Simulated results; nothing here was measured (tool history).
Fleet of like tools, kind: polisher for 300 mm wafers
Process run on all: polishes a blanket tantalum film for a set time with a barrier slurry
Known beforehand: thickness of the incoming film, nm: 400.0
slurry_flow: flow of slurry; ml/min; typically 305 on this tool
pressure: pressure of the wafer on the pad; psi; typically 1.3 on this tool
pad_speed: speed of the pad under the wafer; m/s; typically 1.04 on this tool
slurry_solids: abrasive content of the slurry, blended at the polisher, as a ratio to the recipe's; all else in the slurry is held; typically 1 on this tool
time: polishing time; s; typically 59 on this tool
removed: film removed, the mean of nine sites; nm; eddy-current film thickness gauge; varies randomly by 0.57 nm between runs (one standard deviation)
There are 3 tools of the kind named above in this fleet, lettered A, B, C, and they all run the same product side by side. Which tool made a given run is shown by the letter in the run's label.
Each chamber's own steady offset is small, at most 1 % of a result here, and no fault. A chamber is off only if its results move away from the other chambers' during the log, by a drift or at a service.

Run 1A, hour 3.6: usual settings. Result: removed 67.363 nm.
Run 2C, hour 6.5: usual settings. Result: removed 68.273 nm.
Run 3B, hour 10: usual settings. Result: removed 66.749 nm.
Run 4A, hour 12.2: usual settings. Result: removed 67.624 nm.
Run 5C, hour 15.5: usual settings. Result: removed 68.689 nm.
At hour 17.3: chamber B: worn pad replaced by a new one.
Run 6B, hour 19.5: usual settings. Result: removed 67.307 nm.
Run 7C, hour 24.1: usual settings. Result: removed 67.859 nm.
Run 8A, hour 26.4: usual settings. Result: removed 68.146 nm.
Run 9B, hour 29.2: usual settings. Result: removed 68.369 nm.
Run 10C, hour 31.8: usual settings. Result: removed 68.424 nm.
At hour 34.1: chamber A: worn pad replaced by a new one.
Run 11A, hour 34.4: usual settings but pad_speed 0.88 m/s, slurry_solids 1.25. Result: removed 60.656 nm.
Run 12B, hour 39: usual settings but pad_speed 0.88 m/s, slurry_solids 1.25. Result: removed 61.223 nm.
Run 13A, hour 43: usual settings but pad_speed 0.88 m/s, slurry_solids 1.25. Result: removed 61.716 nm.
Run 14B, hour 46.3: usual settings but pressure 1 psi. Result: removed 52.925 nm.
Run 15C, hour 48.7: usual settings but pressure 1 psi. Result: removed 52.892 nm.
Run 16A, hour 51.8: usual settings but pressure 1 psi. Result: removed 52.762 nm.
Run 17B, hour 55.1: usual settings. Result: removed 66.298 nm.
At hour 57.9: chamber C: slurry blender recalibrated.
Run 18C, hour 57.9: usual settings but slurry_solids 1.15, time 66 s. Result: removed 79.069 nm.
Run 19A, hour 60.4: usual settings but slurry_solids 1.15, time 66 s. Result: removed 77.819 nm.
Run 20B, hour 64: usual settings but slurry_solids 1.15, time 66 s. Result: removed 77.19 nm.
Run 21C, hour 67.7: usual settings. Result: removed 68.295 nm.
Run 22C, hour 71: usual settings. Result: removed 69.039 nm.
Run 23A, hour 73.4: usual settings. Result: removed 68.427 nm.
Run 24B, hour 77.8: usual settings. Result: removed 65.638 nm.
At hour 81.5: chamber B: worn pad replaced by a new one.
Run 25A, hour 82: usual settings. Result: removed 67.455 nm.
Run 26C, hour 86: usual settings. Result: removed 68.012 nm.
At hour 89: chamber C: worn pad replaced by a new one.
Run 27B, hour 89.4: usual settings. Result: removed 65.222 nm.
Run 28B, hour 94.2: usual settings but pressure 1 psi, pad_speed 0.86 m/s. Result: removed 41.407 nm.
Run 29C, hour 97.6: usual settings but pressure 1 psi, pad_speed 0.86 m/s. Result: removed 43.497 nm.
At hour 100: chamber A: worn pad replaced by a new one.
Run 30A, hour 100.1: usual settings but pressure 1 psi, pad_speed 0.86 m/s. Result: removed 43.552 nm.
Run 31A, hour 104.2: usual settings. Result: removed 68.629 nm.
Run 32C, hour 107.8: usual settings. Result: removed 68.681 nm.
Run 33B, hour 110.4: usual settings. Result: removed 63.218 nm.
Run 34A, hour 114.4: usual settings. Result: removed 67.31 nm.
Run 35C, hour 117.6: usual settings. Result: removed 68.663 nm.
Run 36B, hour 122.3: usual settings. Result: removed 63.414 nm.
Run 37B, hour 126.4: usual settings. Result: removed 62.465 nm.
Run 38A, hour 131.1: usual settings. Result: removed 67.903 nm.
At hour 132.4: chamber B: worn pad replaced by a new one.
Run 39C, hour 134.6: usual settings. Result: removed 68.402 nm.
Run 40C, hour 137.4: usual settings. Result: removed 67.137 nm.
Run 41A, hour 141.8: usual settings. Result: removed 68.021 nm.
Run 42B, hour 144: usual settings. Result: removed 61.891 nm.
Run 43B, hour 147.3: usual settings. Result: removed 60.544 nm.

The same settings go to every chamber for the next run, one line per chamber below. Forecast the results for each:
Run 44A, hour 150.8: usual settings. Result: removed ?.
Run 44B, hour 150.8: usual settings. Result: removed ?.
Run 44C, hour 150.8: usual settings. Result: removed ?.

run  removed
44A   68.226
44B   60.511
44C   67.633
